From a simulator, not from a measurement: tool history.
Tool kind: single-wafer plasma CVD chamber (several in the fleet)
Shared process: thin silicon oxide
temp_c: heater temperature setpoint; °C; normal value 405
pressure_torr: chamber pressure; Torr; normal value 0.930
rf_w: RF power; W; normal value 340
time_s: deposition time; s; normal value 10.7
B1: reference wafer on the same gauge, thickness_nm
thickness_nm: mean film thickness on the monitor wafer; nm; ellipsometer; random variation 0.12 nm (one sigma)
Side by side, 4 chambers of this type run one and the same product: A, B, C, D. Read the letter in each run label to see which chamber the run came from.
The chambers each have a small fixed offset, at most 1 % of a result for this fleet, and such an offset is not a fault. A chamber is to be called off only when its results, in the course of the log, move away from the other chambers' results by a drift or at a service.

{"run": "1D", "hour": 8.5, "temp_c": 405, "pressure_torr": 0.93, "rf_w": 340, "time_s": 10.7, "B1": 24.998, "thickness_nm": 23.15}
{"run": "2B", "hour": 18.1, "temp_c": 405, "pressure_torr": 0.93, "rf_w": 340, "time_s": 10.7, "B1": 24.993, "thickness_nm": 23.375}
{"run": "3C", "hour": 26.3, "temp_c": 405, "pressure_torr": 0.93, "rf_w": 340, "time_s": 10.7, "B1": 25.008, "thickness_nm": 23.633}
{"run": "4A", "hour": 37.0, "temp_c": 405, "pressure_torr": 0.93, "rf_w": 340, "time_s": 10.7, "B1": 25.018, "thickness_nm": 23.369}
{"run": "5A", "hour": 44.3, "temp_c": 405, "pressure_torr": 0.93, "rf_w": 290, "time_s": 9.8, "B1": 24.977, "thickness_nm": 20.26}
{"run": "6D", "hour": 54.9, "temp_c": 405, "pressure_torr": 0.93, "rf_w": 290, "time_s": 9.8, "B1": 24.987, "thickness_nm": 20.044}
{"run": "7C", "hour": 65.4, "temp_c": 405, "pressure_torr": 0.93, "rf_w": 290, "time_s": 9.8, "B1": 24.995, "thickness_nm": 20.293}
{"run": "8B", "hour": 76.5, "temp_c": 405, "pressure_torr": 0.93, "rf_w": 290, "time_s": 9.8, "B1": 24.972, "thickness_nm": 20.059}
{"run": "9C", "hour": 83.4, "temp_c": 405, "pressure_torr": 0.93, "rf_w": 340, "time_s": 10.7, "B1": 24.966, "thickness_nm": 23.628}
{"hour": 91.2, "done": "chamber A: capacitance manometer re-zeroed and calibrated"}
{"run": "10D", "hour": 94.2, "temp_c": 405, "pressure_torr": 0.93, "rf_w": 340, "time_s": 10.7, "B1": 25.014, "thickness_nm": 23.334}
{"run": "11A", "hour": 102.3, "temp_c": 405, "pressure_torr": 0.93, "rf_w": 340, "time_s": 10.7, "B1": 24.98, "thickness_nm": 23.402}
{"run": "12B", "hour": 108.8, "temp_c": 413, "pressure_torr": 0.93, "rf_w": 340, "time_s": 10.7, "B1": 25.002, "thickness_nm": 23.499}
{"run": "13D", "hour": 113.8, "temp_c": 413, "pressure_torr": 0.93, "rf_w": 340, "time_s": 10.7, "B1": 24.993, "thickness_nm": 23.016}
{"run": "14B", "hour": 119.0, "temp_c": 413, "pressure_torr": 0.93, "rf_w": 340, "time_s": 10.7, "B1": 25.028, "thickness_nm": 23.253}
{"run": "15A", "hour": 128.9, "temp_c": 413, "pressure_torr": 0.93, "rf_w": 340, "time_s": 10.7, "B1": 25.005, "thickness_nm": 23.254}
{"hour": 134.7, "done": "chamber C: thermocouple changed; heater temperature recalibrated"}
{"run": "16C", "hour": 137.2, "temp_c": 405, "pressure_torr": 0.93, "rf_w": 340, "time_s": 10.7, "B1": 24.978, "thickness_nm": 23.681}
{"hour": 141.4, "done": "chamber B: thermocouple changed; heater temperature recalibrated"}
{"run": "17B", "hour": 143.5, "temp_c": 405, "pressure_torr": 0.93, "rf_w": 340, "time_s": 10.7, "B1": 25.017, "thickness_nm": 23.504}
{"run": "18C", "hour": 150.0, "temp_c": 405, "pressure_torr": 0.93, "rf_w": 340, "time_s": 10.7, "B1": 25.017, "thickness_nm": 23.511}
{"run": "19D", "hour": 156.6, "temp_c": 405, "pressure_torr": 0.93, "rf_w": 340, "time_s": 10.7, "B1": 25.016, "thickness_nm": 23.053}
{"run": "20A", "hour": 165.0, "temp_c": 405, "pressure_torr": 0.93, "rf_w": 340, "time_s": 10.7, "B1": 24.979, "thickness_nm": 23.33}
{"run": "21C", "hour": 170.6, "temp_c": 405, "pressure_torr": 0.93, "rf_w": 340, "time_s": 10.7, "B1": 25.008, "thickness_nm": 23.798}
{"run": "22A", "hour": 177.7, "temp_c": 405, "pressure_torr": 0.93, "rf_w": 340, "time_s": 10.7, "B1": 25.045, "thickness_nm": 23.296}
{"run": "23D", "hour": 185.9, "temp_c": 405, "pressure_torr": 0.715, "rf_w": 385, "time_s": 10.7, "B1": 25.005, "thickness_nm": 18.524}
{"run": "24B", "hour": 196.9, "temp_c": 405, "pressure_torr": 0.715, "rf_w": 385, "time_s": 10.7, "B1": 24.995, "thickness_nm": 19.064}
{"run": "25A", "hour": 205.1, "temp_c": 405, "pressure_torr": 0.715, "rf_w": 385, "time_s": 10.7, "B1": 24.988, "thickness_nm": 19.158}
{"run": "26B", "hour": 210.5, "temp_c": 405, "pressure_torr": 0.715, "rf_w": 385, "time_s": 10.7, "B1": 24.985, "thickness_nm": 19.131}
{"run": "27C", "hour": 221.0, "temp_c": 405, "pressure_torr": 0.93, "rf_w": 340, "time_s": 10.7, "B1": 24.961, "thickness_nm": 23.561}
{"hour": 223.1, "done": "chamber A: RF generator calibrated"}
{"run": "28D", "hour": 228.0, "temp_c": 405, "pressure_torr": 0.93, "rf_w": 340, "time_s": 10.7, "B1": 24.977, "thickness_nm": 22.134}
{"run": "29C", "hour": 234.6, "temp_c": 405, "pressure_torr": 0.859, "rf_w": 340, "time_s": 9.1, "B1": 24.975, "thickness_nm": 18.97}
{"run": "30A", "hour": 241.5, "temp_c": 405, "pressure_torr": 0.859, "rf_w": 340, "time_s": 9.1, "B1": 24.978, "thickness_nm": 18.661}
{"run": "31D", "hour": 250.1, "temp_c": 405, "pressure_torr": 0.859, "rf_w": 340, "time_s": 9.1, "B1": 25.021, "thickness_nm": 17.71}
{"run": "32B", "hour": 255.5, "temp_c": 405, "pressure_torr": 0.859, "rf_w": 340, "time_s": 9.1, "B1": 25.017, "thickness_nm": 18.405}
{"run": "33A", "hour": 264.9, "temp_c": 405, "pressure_torr": 0.93, "rf_w": 340, "time_s": 10.7, "B1": 25.0, "thickness_nm": 23.433}
{"run": "34B", "hour": 274.6, "temp_c": 405, "pressure_torr": 0.93, "rf_w": 310, "time_s": 10.7, "B1": 25.023, "thickness_nm": 22.578}
{"run": "35D", "hour": 280.4, "temp_c": 405, "pressure_torr": 0.93, "rf_w": 310, "time_s": 10.7, "B1": 24.996, "thickness_nm": 21.227}
{"run": "36C", "hour": 287.3, "temp_c": 405, "pressure_torr": 0.93, "rf_w": 310, "time_s": 10.7, "B1": 25.025, "thickness_nm": 22.883}
{"run": "37A", "hour": 293.6, "temp_c": 405, "pressure_torr": 0.93, "rf_w": 310, "time_s": 10.7, "B1": 25.022, "thickness_nm": 22.502}

For the next run the whole fleet of 4 chambers uses the same settings. Give each chamber's results:
{"run": "38A", "hour": 301.8, "temp_c": 405, "pressure_torr": 0.93, "rf_w": 340, "time_s": 9.1, "thickness_nm": "?"}
{"run": "38B", "hour": 301.8, "temp_c": 405, "pressure_torr": 0.93, "rf_w": 340, "time_s": 9.1, "thickness_nm": "?"}
{"run": "38C", "hour": 301.8, "temp_c": 405, "pressure_torr": 0.93, "rf_w": 340, "time_s": 9.1, "thickness_nm": "?"}
{"run": "38D", "hour": 301.8, "temp_c": 405, "pressure_torr": 0.93, "rf_w": 340, "time_s": 9.1, "thickness_nm": "?"}

run=38A thickness_nm=20.057
run=38B thickness_nm=20.052
run=38C thickness_nm=20.178
run=38D thickness_nm=18.263
